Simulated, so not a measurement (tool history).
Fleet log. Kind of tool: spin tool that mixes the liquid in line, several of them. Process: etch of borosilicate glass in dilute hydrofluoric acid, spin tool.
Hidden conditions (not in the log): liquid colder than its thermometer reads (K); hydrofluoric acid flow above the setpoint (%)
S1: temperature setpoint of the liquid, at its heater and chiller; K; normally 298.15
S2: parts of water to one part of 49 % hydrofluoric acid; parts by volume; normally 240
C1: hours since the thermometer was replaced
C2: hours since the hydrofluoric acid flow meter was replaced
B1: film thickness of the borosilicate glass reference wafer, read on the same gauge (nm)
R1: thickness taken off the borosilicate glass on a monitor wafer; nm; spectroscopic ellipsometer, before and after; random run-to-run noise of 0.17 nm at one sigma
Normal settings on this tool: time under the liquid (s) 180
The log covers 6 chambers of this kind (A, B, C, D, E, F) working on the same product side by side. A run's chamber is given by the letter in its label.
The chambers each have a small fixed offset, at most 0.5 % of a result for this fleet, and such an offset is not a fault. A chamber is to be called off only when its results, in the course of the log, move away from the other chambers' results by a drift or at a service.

Run 1E, day 0.375: usual settings; C1 469.8; C2 694.1; B1 120.03. Result: R1 20.635 nm.
Run 2B, day 0.675: usual settings; C1 1229.6; C2 340.6; B1 120.01. Result: R1 20.603 nm.
Run 3D, day 1.146: usual settings; C1 460.8; C2 241.8; B1 119.99. Result: R1 20.603 nm.
Run 4F, day 1.592: usual settings; C1 553.3; C2 534.6; B1 120.02. Result: R1 21.028 nm.
Run 5A, day 1.925: usual settings but S1 301.15 K, time under the liquid (s) 255; C1 518.2; C2 517; B1 119.95. Result: R1 32.892 nm.
Run 6C, day 2.379: usual settings but S1 301.15 K, time under the liquid (s) 255; C1 142.7; C2 298.9; B1 120. Result: R1 32.639 nm.
Run 7C, day 2.758: usual settings but S1 301.15 K, time under the liquid (s) 255; C1 151.8; C2 308; B1 120.03. Result: R1 32.053 nm.
Run 8D, day 3.171: usual settings but S1 301.15 K, time under the liquid (s) 255; C1 509.4; C2 290.4; B1 120.01. Result: R1 32.297 nm.
Run 9A, day 3.546: usual settings but S1 301.15 K, time under the liquid (s) 255; C1 557.1; C2 555.9; B1 120.03. Result: R1 32.95 nm.
Run 10F, day 4.021: usual settings but S1 301.15 K, time under the liquid (s) 255; C1 611.6; C2 592.9; B1 119.99. Result: R1 32.415 nm.
At day 4.367: chamber E: thermometer replaced.
Run 11E, day 4.542: usual settings; C1 4.2; C2 794.1; B1 120.01. Result: R1 20.521 nm.
Run 12B, day 4.867: usual settings; C1 1330.2; C2 441.2; B1 119.99. Result: R1 20.331 nm.
Run 13D, day 5.233: usual settings; C1 558.9; C2 339.9; B1 120.02. Result: R1 21.013 nm.
Run 14A, day 5.467: usual settings; C1 603.2; C2 602; B1 120. Result: R1 20.697 nm.
Run 15B, day 6.004: usual settings; C1 1357.5; C2 468.5; B1 120.01. Result: R1 20.633 nm.
Run 16C, day 6.504: usual settings; C1 241.7; C2 397.9; B1 119.97. Result: R1 21.237 nm.
Run 17E, day 6.942: usual settings; C1 61.8; C2 851.7; B1 120.01. Result: R1 20.776 nm.
Run 18F, day 7.342: usual settings; C1 691.3; C2 672.6; B1 120.05. Result: R1 20.678 nm.
Run 19D, day 7.817: usual settings but S1 301.15 K, S2 310 parts by volume; C1 620.9; C2 401.9; B1 120.03. Result: R1 16.681 nm.
Run 20C, day 8.233: usual settings but S1 301.15 K, S2 310 parts by volume; C1 283.2; C2 439.4; B1 120.01. Result: R1 17.375 nm.
Run 21F, day 8.592: usual settings but S1 301.15 K, S2 310 parts by volume; C1 721.3; C2 702.6; B1 120. Result: R1 16.414 nm.
Run 22A, day 9.004: usual settings but S1 301.15 K, S2 310 parts by volume; C1 688.1; C2 686.9; B1 119.98. Result: R1 16.667 nm.
Run 23B, day 9.467: usual settings but S1 301.15 K, S2 310 parts by volume; C1 1440.6; C2 551.6; B1 120. Result: R1 16.356 nm.
At day 9.633: chamber E: hydrofluoric acid flow meter replaced.
Run 24E, day 9.725: usual settings but S1 301.15 K, S2 310 parts by volume; C1 128.6; C2 2.3; B1 119.99. Result: R1 16.664 nm.
Run 25B, day 10.096: usual settings; C1 1455.7; C2 566.7; B1 120.03. Result: R1 20.422 nm.
Run 26D, day 10.388: usual settings; C1 682.6; C2 463.6; B1 120.01. Result: R1 20.599 nm.
Run 27C, day 10.771: usual settings; C1 344.1; C2 500.3; B1 119.98. Result: R1 21.973 nm.
Run 28E, day 11.279: usual settings but S2 160 parts by volume, time under the liquid (s) 125; C1 165.9; C2 39.6; B1 120.02. Result: R1 23.309 nm.
Run 29F, day 11.688: usual settings but S2 160 parts by volume, time under the liquid (s) 125; C1 795.6; C2 776.9; B1 119.98. Result: R1 24.038 nm.
Run 30A, day 12.2: usual settings but S2 160 parts by volume, time under the liquid (s) 125; C1 764.8; C2 763.6; B1 120.03. Result: R1 23.617 nm.
Run 31F, day 12.446: usual settings but S2 160 parts by volume, time under the liquid (s) 125; C1 813.8; C2 795.1; B1 119.99. Result: R1 24.287 nm.
At day 12.683: chamber D: thermometer replaced.
Run 32B, day 12.717: usual settings but S2 160 parts by volume, time under the liquid (s) 125; C1 1518.6; C2 629.6; B1 120.04. Result: R1 23.575 nm.
Run 33E, day 13.196: usual settings but S2 160 parts by volume, time under the liquid (s) 125; C1 211.9; C2 85.6; B1 120.01. Result: R1 23.333 nm.
Run 34C, day 13.596: usual settings; C1 411.9; C2 568.1; B1 119.99. Result: R1 22.483 nm.
Run 35A, day 14.017: usual settings; C1 808.4; C2 807.2; B1 120. Result: R1 20.949 nm.
Run 36D, day 14.438: usual settings; C1 42.1; C2 560.8; B1 120.03. Result: R1 20.645 nm.

What goes on in this fleet: one chamber off, a drifting gauge, or nothing beyond the chambers' own small offsets? Name the chamber and the cause, if any.

Chamber C drifts away from the others.
Most likely cause: hydrofluoric acid flow above the setpoint (%) = 8.24.
Not necessarily distinguishable in this log from: liquid hotter than its thermometer reads (K).

Which of the 4 candidates below, each the usual settings with something changed and its results left as question marks, puts chamber C back in line with what the other chambers give on the usual settings?
Maximum distance from the other chambers' mean on the usual settings for a result to count as in line: R1 0.59 nm
Run 37C-1, day 14.825: usual settings but time under the liquid (s) 155. Result: R1 ?.
Run 37C-2, day 14.825: usual settings but time under the liquid (s) 210. Result: R1 ?.
Run 37C-3, day 14.825: usual settings but S1 295.65 K. Result: R1 ?.
Run 37C-4, day 14.825: usual settings but S1 300.65 K. Result: R1 ?.

Mean of the other chambers on the usual settings: R1 20.718 nm
  run      R1
37C-1  19.594
37C-2  26.546
37C-3  20.752
37C-4  24.884
The right change is 37C-3: it brings the chamber back within the allowed miss of the others.
